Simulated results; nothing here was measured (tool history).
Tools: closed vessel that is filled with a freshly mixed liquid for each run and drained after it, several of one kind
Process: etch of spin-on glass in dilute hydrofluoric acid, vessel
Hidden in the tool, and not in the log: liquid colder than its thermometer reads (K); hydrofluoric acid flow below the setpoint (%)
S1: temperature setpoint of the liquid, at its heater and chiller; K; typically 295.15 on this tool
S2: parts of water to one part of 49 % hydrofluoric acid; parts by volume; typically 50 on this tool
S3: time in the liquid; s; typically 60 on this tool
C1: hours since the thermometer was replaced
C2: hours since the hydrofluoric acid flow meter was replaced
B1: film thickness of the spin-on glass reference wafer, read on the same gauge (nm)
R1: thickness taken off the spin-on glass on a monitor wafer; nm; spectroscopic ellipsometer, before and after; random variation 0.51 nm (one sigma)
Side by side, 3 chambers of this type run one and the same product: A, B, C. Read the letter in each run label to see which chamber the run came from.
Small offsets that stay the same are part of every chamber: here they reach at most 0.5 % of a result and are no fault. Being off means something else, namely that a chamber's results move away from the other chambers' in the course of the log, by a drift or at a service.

run,day,S1,S2,S3,C1,C2,B1,R1
1B,0.421,295.15,50,60,1266.4,2088.5,59.995,54.629
2C,0.812,295.15,50,60,1089.0,1008.3,60.013,53.838
3A,1.025,295.15,50,60,118.6,638.1,60.001,55.145
4B,1.408,295.15,50,60,1290.1,2112.2,59.955,54.815
5C,1.817,295.15,50,60,1113.1,1032.4,59.996,54.815
6A,2.233,295.15,50,60,147.6,667.1,59.934,54.395
7A,2.517,295.15,50,80,154.4,673.9,59.971,73.436
8B,2.838,295.15,50,80,1324.4,2146.5,59.995,72.929
9C,3.175,295.15,50,80,1145.7,1065.0,60.018,72.564
10B,3.458,295.15,50,60,1339.3,2161.4,59.979,54.089
11A,3.842,295.15,50,30,186.2,705.7,60.018,26.685
12C,4.233,295.15,50,30,1171.1,1090.4,59.993,27.352
13C,4.612,295.15,50,30,1180.2,1099.5,60.041,27.528
14B,4.817,295.15,50,60,1371.9,2194.0,59.927,54.258
15A,5.054,291.15,35,60,215.3,734.8,59.979,64.203
16C,5.329,291.15,35,60,1197.4,1116.7,59.971,68.074
17A,5.567,291.15,35,60,227.6,747.1,59.979,63.477
18B,5.883,295.15,50,35,1397.5,2219.6,59.984,31.619
19C,6.158,295.15,50,35,1217.3,1136.6,59.999,31.408
20B,6.383,295.15,50,35,1409.5,2231.6,59.968,31.846
21A,6.662,295.15,50,60,253.9,773.4,59.955,50.641

For the next run the whole fleet of 3 chambers uses the same settings. Give each chamber's results:
22A,6.983,295.15,50,70,,,,?
22B,6.983,295.15,50,70,,,,?
22C,6.983,295.15,50,70,,,,?

run,R1
22A,59.223
22B,64.614
22C,64.350
